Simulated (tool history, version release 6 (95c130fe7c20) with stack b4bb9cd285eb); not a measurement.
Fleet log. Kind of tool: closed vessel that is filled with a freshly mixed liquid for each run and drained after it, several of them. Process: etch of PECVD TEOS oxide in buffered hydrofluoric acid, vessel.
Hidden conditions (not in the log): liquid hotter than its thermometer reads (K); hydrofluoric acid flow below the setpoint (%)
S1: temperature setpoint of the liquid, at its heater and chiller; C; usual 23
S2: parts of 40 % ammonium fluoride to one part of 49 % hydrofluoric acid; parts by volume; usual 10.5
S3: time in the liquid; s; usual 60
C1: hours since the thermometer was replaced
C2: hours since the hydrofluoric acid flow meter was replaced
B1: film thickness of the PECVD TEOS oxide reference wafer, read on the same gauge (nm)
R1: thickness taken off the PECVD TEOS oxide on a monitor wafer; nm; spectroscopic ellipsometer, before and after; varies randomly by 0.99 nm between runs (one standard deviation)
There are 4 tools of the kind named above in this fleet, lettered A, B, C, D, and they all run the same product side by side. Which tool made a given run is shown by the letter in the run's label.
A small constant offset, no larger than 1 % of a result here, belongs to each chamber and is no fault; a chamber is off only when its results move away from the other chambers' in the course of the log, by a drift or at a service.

| run | hour | S1 | S2 | S3 | C1 | C2 | B1 | R1 |
|---|---|---|---|---|---|---|---|---|
| 1D | 7.8 | 23 | 10.5 | 60 | 1753.3 | 394.4 | 100.02 | 114.47 |
| 2B | 15.7 | 23 | 10.5 | 60 | 195.3 | 200.5 | 99.998 | 114.38 |
| 3A | 22.3 | 23 | 10.5 | 60 | 1201.5 | 962.2 | 100.02 | 115.07 |
| 4C | 29.5 | 23 | 10.5 | 60 | 173.6 | 178.5 | 100 | 113.51 |
| 5D | 43.6 | 23 | 10.5 | 60 | 1789.1 | 430.2 | 99.986 | 115.55 |
| 6A | 55.5 | 23 | 10.5 | 60 | 1234.7 | 995.4 | 99.997 | 112.97 |
| 7B | 61.6 | 23 | 10.5 | 60 | 241.2 | 246.4 | 99.999 | 113.34 |
| 8C | 72.8 | 23 | 10.5 | 60 | 216.9 | 221.8 | 100.02 | 111.82 |
| 9C | 81.4 | 23 | 10.5 | 85 | 225.5 | 230.4 | 100 | 161.38 |
| 10B | 89.8 | 23 | 10.5 | 85 | 269.4 | 274.6 | 100.01 | 159.58 |
| 11D | 103.9 | 23 | 10.5 | 85 | 1849.4 | 490.5 | 99.997 | 163.24 |
| 12A | 115.2 | 23 | 10.5 | 85 | 1294.4 | 1055.1 | 100.01 | 161.24 |
| 13B | 126 | 23 | 10.5 | 60 | 305.6 | 310.8 | 99.99 | 112.56 |
| 14C | 133.7 | 18.5 | 10.5 | 60 | 277.8 | 282.7 | 99.968 | 88.859 |
| 15D | 147.5 | 18.5 | 10.5 | 60 | 1893 | 534.1 | 99.988 | 89.479 |
| 16A | 154.2 | 18.5 | 10.5 | 60 | 1333.4 | 1094.1 | 100.03 | 88.721 |
| 17D | 167 | 18.5 | 10.5 | 60 | 1912.5 | 553.6 | 100.01 | 89.614 |
| 18C | 176.8 | 19 | 10.5 | 80 | 320.9 | 325.8 | 99.983 | 118.59 |
| 19A | 187.7 | 19 | 10.5 | 80 | 1366.9 | 1127.6 | 100.02 | 121.41 |
| 20B | 196.4 | 19 | 10.5 | 80 | 376 | 381.2 | 100 | 120.28 |
| 21B | 210.3 | 19 | 10.5 | 80 | 389.9 | 395.1 | 100 | 122.14 |
| 22C | 218.6 | 23 | 10.5 | 60 | 362.7 | 367.6 | 100.01 | 108.16 |
| 23D | 228.7 | 23 | 10.5 | 60 | 1974.2 | 615.3 | 100.01 | 115.99 |
| 24A | 240.3 | 23 | 10.5 | 60 | 1419.5 | 1180.2 | 99.997 | 112.01 |
| 25C | 253.8 | 23 | 13.5 | 50 | 397.9 | 402.8 | 99.999 | 68.604 |
| 26A | 264.2 | 23 | 13.5 | 50 | 1443.4 | 1204.1 | 100.03 | 73.971 |
| 27B | 274.8 | 23 | 13.5 | 50 | 454.4 | 459.6 | 100.02 | 74.771 |
| 28D | 283.5 | 23 | 13.5 | 50 | 2029 | 670.1 | 99.995 | 75.013 |
| 29B | 294.1 | 23 | 10.5 | 60 | 473.7 | 478.9 | 99.988 | 113.86 |
| 30A | 303.9 | 23 | 10.5 | 60 | 1483.1 | 1243.8 | 99.984 | 111.46 |
| 31D | 314.2 | 23 | 10.5 | 60 | 2059.7 | 700.8 | 100.03 | 115.58 |
| 32C | 323.9 | 23 | 10.5 | 75 | 468 | 472.9 | 99.996 | 128.45 |
| 33C | 332.1 | 23 | 10.5 | 75 | 476.2 | 481.1 | 100.03 | 126.45 |
| 34D | 340.9 | 23 | 10.5 | 75 | 2086.4 | 727.5 | 100.01 | 142.64 |
| 35B | 354 | 23 | 10.5 | 75 | 533.6 | 538.8 | 100.02 | 140.08 |

Predict what each chamber gives when all 4 of them run the settings below next.
| 36A | 364.1 | 23 | 6.5 | 60 |  |  |  | ? |
| 36B | 364.1 | 23 | 6.5 | 60 |  |  |  | ? |
| 36C | 364.1 | 23 | 6.5 | 60 |  |  |  | ? |
| 36D | 364.1 | 23 | 6.5 | 60 |  |  |  | ? |

| run | R1 |
|---|---|
| 36A | 176.68 |
| 36B | 178.68 |
| 36C | 160.11 |
| 36D | 180.5 |

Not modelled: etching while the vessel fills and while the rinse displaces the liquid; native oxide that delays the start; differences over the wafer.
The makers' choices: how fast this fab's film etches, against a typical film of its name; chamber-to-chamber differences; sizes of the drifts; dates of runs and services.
